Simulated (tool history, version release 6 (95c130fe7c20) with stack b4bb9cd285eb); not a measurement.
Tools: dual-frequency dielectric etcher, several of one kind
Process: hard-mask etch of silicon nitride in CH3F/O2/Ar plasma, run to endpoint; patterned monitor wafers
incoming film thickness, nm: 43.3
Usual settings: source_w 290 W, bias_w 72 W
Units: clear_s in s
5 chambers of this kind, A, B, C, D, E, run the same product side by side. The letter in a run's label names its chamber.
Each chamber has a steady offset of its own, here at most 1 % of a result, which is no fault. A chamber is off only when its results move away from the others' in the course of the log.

run	hour	source_w	bias_w	hours since the last wet clean	hours since the last source power generator calibration	hours since the last bias power generator calibration	clear_s
1C	12.3	290	72	153.3	3635.9	375	70.427
2D	27.5	290	72	219.9	2614.3	2186.3	70.368
3B	36.3	290	72	426.6	2403.3	1725.8	71.563
4A	49.7	290	72	194	525.5	3688.6	70.707
5E	64.4	290	72	260.3	1146.5	1941	70.65
6C	77.1	290	72	218.1	3700.7	439.8	70.868
7E	85.5	290	72	281.4	1167.6	1962.1	70.686
8A	98.8	330	83	243.1	574.6	3737.7	64.487
9D	112.4	330	83	304.8	2699.2	2271.2	63.429
10B	124.6	330	83	514.9	2491.6	1814.1	64.061
11D	133.8	330	83	326.2	2720.6	2292.6	63.482
12E	142.2	330	83	338.1	1224.3	2018.8	63.836
# hour 153: chamber B: wet clean of the chamber
13B	153	290	72	0	2520	1842.5	70.907
14C	167.9	320	78	308.9	3791.5	530.6	66.746
15A	175	320	78	319.3	650.8	3813.9	66.067
16D	190.6	320	78	383	2777.4	2349.4	65.001
17E	197.5	320	78	393.4	1279.6	2074.1	66.061
18B	207.7	320	78	54.7	2574.7	1897.2	66.457
19A	218.6	290	72	362.9	694.4	3857.5	70.591
20C	230.2	290	72	371.2	3853.8	592.9	70.574
21E	243.8	290	72	439.7	1325.9	2120.4	70.328
22C	259.2	290	72	400.2	3882.8	621.9	70.36
23D	268.5	290	72	460.9	2855.3	2427.3	68.831
24A	276.3	290	72	420.6	752.1	3915.2	70.66
25B	289.4	290	72	136.4	2656.4	1978.9	71.197
# hour 297.3: chamber E: wet clean of the chamber
26A	305	290	72	449.3	780.8	3943.9	71.156
27E	313.2	290	72	15.9	1395.3	2189.8	70.313
28B	325.4	290	72	172.4	2692.4	2014.9	71.603
29D	336.5	320	80	528.9	2923.3	2495.3	63.194
30C	349.4	320	80	490.4	3973	712.1	65.883
31A	362	320	80	506.3	837.8	4000.9	65.515
32D	369.7	320	80	562.1	2956.5	2528.5	63.251

What goes on in this fleet: one chamber off, a drifting gauge, or nothing beyond the chambers' own small offsets? Name the chamber and the cause, if any.

Chamber D drifts away from the others.
Cause: etch rate over this chamber's usual, % = 3.59.

Here are 4 candidates for chamber D's next run, each the usual settings with a change, their results left as question marks. Which one brings its results back in line with what the others give on the usual settings?
In line means no further than this from the other chambers' mean on the usual settings: clear_s 1.1 s
33D-1	380.9	320	79				?
33D-2	380.9	310	76				?
33D-3	380.9	260	72				?
33D-4	380.9	290	58				?

The other chambers' mean on the usual settings: clear_s 70.768 s
run	clear_s
33D-1	63.254
33D-2	64.889
33D-3	70.635
33D-4	72.984
33D-3 brings the chamber back in line.
